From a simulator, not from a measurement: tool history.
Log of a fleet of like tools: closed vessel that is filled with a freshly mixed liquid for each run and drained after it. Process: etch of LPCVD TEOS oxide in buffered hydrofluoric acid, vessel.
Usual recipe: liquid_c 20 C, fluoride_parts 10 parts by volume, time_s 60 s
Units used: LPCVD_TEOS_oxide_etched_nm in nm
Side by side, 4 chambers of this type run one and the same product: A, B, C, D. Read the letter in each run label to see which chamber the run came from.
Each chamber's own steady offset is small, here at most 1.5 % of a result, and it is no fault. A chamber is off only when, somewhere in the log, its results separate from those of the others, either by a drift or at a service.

run   hour  liquid_c  fluoride_parts  time_s  hours since the thermometer was replaced  hours since the hydrofluoric acid flow meter was replaced  read-back film thickness of the LPCVD TEOS oxide reference wafer, read on the same gauge (nm)  LPCVD_TEOS_oxide_etched_nm
 1D    6.6        20              10      60                                    1415.3                                                      296.4                                                                                         80.019                      77.678
 2C   15.3        20              10      60                                    1048.4                                                     1019.9                                                                                         79.994                      78.384
 3A   24.2        20              10      60                                     496.7                                                      643.8                                                                                         79.999                      78.158
 4B   34.6        20              10      60                                    1231.4                                                     1227.8                                                                                         80.014                       77.59
 5C   45.1        20              10      60                                    1078.2                                                     1049.7                                                                                         79.979                      78.169
 6A     54        20              10      60                                     526.5                                                      673.6                                                                                         79.988                      77.256
 7D     64        20              10      60                                    1472.7                                                      353.8                                                                                         79.992                      78.047
 8B   75.8        20              10      60                                    1272.6                                                       1269                                                                                          80.03                      77.203
 9B   83.5        20              10      60                                    1280.3                                                     1276.7                                                                                         79.987                      77.337
10A     94        20              10      60                                     566.5                                                      713.6                                                                                         80.019                      77.956
11C  103.3        17              10      30                                    1136.4                                                     1107.9                                                                                         80.045                      32.765
12D  113.5        17              10      30                                    1522.2                                                      403.3                                                                                         79.969                      33.175
13A    120        17              10      30                                     592.5                                                      739.6                                                                                         80.031                      32.823
14C  129.2        17              10      30                                    1162.3                                                     1133.8                                                                                         79.954                      32.932
15B  134.4        20              10      60                                    1331.2                                                     1327.6                                                                                         79.984                       78.35
16D  145.6        20              10      90                                    1554.3                                                      435.4                                                                                         79.945                      116.75
17B  155.1        20              10      90                                    1351.9                                                     1348.3                                                                                         79.973                      116.53
18A  161.8        20              10      90                                     634.3                                                      781.4                                                                                         80.001                       117.7
19C  171.2        20              10      90                                    1204.3                                                     1175.8                                                                                         80.004                      116.46
20D  177.8        20              10      60                                    1586.5                                                      467.6                                                                                         80.043                      77.538
21A  185.2        20              10      60                                     657.7                                                      804.8                                                                                         80.023                      77.567
22C  196.2        20              10      60                                    1229.3                                                     1200.8                                                                                         80.025                      77.751
23D  202.7        20              10      60                                    1611.4                                                      492.5                                                                                         80.044                      75.656
24B  212.8        20              10      60                                    1409.6                                                       1406                                                                                         79.996                      78.027
25C  218.5        20              10      60                                    1251.6                                                     1223.1                                                                                         80.015                      77.246
26A  226.4        20              10      60                                     698.9                                                        846                                                                                         80.031                      78.225
27B  237.3        18              10      40                                    1434.1                                                     1430.5                                                                                         79.994                      46.536
28D    248        18              10      40                                    1656.7                                                      537.8                                                                                         79.983                      45.146
29A  255.2        18              10      40                                     727.7                                                      874.8                                                                                         80.007                      46.249
30B  266.9        18              10      40                                    1463.7                                                     1460.1                                                                                         79.968                      45.993
31D  273.5        20             6.5      60                                    1682.2                                                      563.3                                                                                          79.99                      111.79
32C  281.6        20             6.5      60                                    1314.7                                                     1286.2                                                                                         80.004                       115.8
33A  289.7        20             6.5      60                                     762.2                                                      909.3                                                                                         80.021                         116
     299.1  -- chamber C: thermometer replaced
34B    300        20             6.5      60                                    1496.8                                                     1493.2                                                                                         80.013                      115.05
35C  305.6        17              10      60                                       6.6                                                     1310.2                                                                                         79.971                      65.666
36D  316.5        17              10      60                                    1725.2                                                      606.3                                                                                         79.962                       61.93
37B  324.2        17              10      60                                      1521                                                     1517.4                                                                                         79.979                      65.116
38C  330.9        17              10      60                                      31.9                                                     1335.5                                                                                          79.97                      65.721
39D  337.2        20              10      60                                    1745.9                                                        627                                                                                          80.01                      73.835
40A    343        20              10      60                                     815.5                                                      962.6                                                                                         79.991                      78.771
41C    351        20              10      60                                        52                                                     1355.6                                                                                         80.042                      77.846
42B    361        20              10      60                                    1557.8                                                     1554.2                                                                                         80.039                      78.325

All chambers now run identical settings, listed one chamber a line with results as question marks. What results will each chamber show?
43A  369.5        20              10      60                                                                                                                                                                                                                               ?
43B  369.5        20              10      60                                                                                                                                                                                                                               ?
43C  369.5        20              10      60                                                                                                                                                                                                                               ?
43D  369.5        20              10      60                                                                                                                                                                                                                               ?

run  LPCVD_TEOS_oxide_etched_nm
43A                      78.553
43B                      77.377
43C                      77.717
43D                      73.355

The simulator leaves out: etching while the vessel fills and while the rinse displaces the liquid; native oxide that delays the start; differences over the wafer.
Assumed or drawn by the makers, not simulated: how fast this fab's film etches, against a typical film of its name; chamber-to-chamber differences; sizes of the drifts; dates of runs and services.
